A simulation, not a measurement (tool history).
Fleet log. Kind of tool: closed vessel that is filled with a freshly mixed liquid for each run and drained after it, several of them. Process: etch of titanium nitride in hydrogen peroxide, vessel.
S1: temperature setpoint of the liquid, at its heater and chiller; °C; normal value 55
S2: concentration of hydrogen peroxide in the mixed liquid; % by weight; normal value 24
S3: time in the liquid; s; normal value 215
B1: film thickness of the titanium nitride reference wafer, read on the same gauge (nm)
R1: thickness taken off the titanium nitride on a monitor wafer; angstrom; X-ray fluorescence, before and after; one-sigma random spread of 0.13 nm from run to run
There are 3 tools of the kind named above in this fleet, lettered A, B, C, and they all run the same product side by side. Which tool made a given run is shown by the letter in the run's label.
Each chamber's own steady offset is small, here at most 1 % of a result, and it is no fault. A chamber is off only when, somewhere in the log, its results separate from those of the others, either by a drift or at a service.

| run | hour | S1 | S2 | S3 | B1 | R1 |
|---|---|---|---|---|---|---|
| 1C | 13.0 | 55 | 24 | 215 | 100.000 | 197.39 |
| 2A | 20.3 | 55 | 24 | 215 | 99.990 | 194.80 |
| 3B | 29.8 | 55 | 24 | 215 | 100.020 | 197.57 |
| 4B | 42.3 | 55 | 24 | 215 | 99.988 | 194.16 |
| 5A | 54.8 | 55 | 24 | 215 | 100.010 | 194.08 |
| 6C | 65.8 | 55 | 24 | 215 | 99.982 | 199.47 |
| 7B | 76.4 | 55 | 24 | 215 | 99.998 | 193.54 |
| 8A | 85.6 | 55 | 24 | 335 | 100.010 | 303.31 |
| 9C | 98.7 | 55 | 24 | 335 | 100.020 | 304.25 |
| 10A | 109.5 | 55 | 24 | 335 | 99.989 | 309.08 |
| 11B | 115.8 | 55 | 24 | 215 | 100.010 | 198.65 |
| 12C | 128.0 | 55 | 24 | 215 | 100.010 | 194.79 |
| 13C | 135.2 | 55 | 24 | 215 | 99.994 | 196.62 |
| 14B | 145.9 | 55 | 24 | 215 | 99.984 | 196.61 |
| 15A | 159.8 | 55 | 20 | 215 | 100.020 | 187.93 |
| 16A | 167.8 | 55 | 20 | 215 | 100.000 | 187.07 |
|  | 176.7 | chamber B: peroxide flow meter replaced |
| 17B | 179.2 | 55 | 20 | 215 | 99.988 | 186.00 |
| 18C | 191.1 | 55 | 24 | 215 | 100.000 | 195.80 |
| 19B | 202.4 | 55 | 24 | 215 | 100.000 | 195.58 |
| 20A | 213.2 | 55 | 24 | 215 | 99.976 | 197.37 |
| 21C | 223.9 | 55 | 24 | 215 | 99.982 | 197.53 |
| 22B | 236.7 | 55 | 24 | 165 | 99.997 | 148.79 |
| 23A | 248.3 | 55 | 24 | 165 | 99.998 | 150.53 |
| 24C | 261.8 | 55 | 24 | 165 | 99.983 | 151.07 |

Is one chamber off against the others, does the gauge drift, or is nothing wrong? If a chamber is off, say which, and what the likeliest cause is.

No chamber is off and the gauge is stable; the differences are just each chamber's small, constant offset.
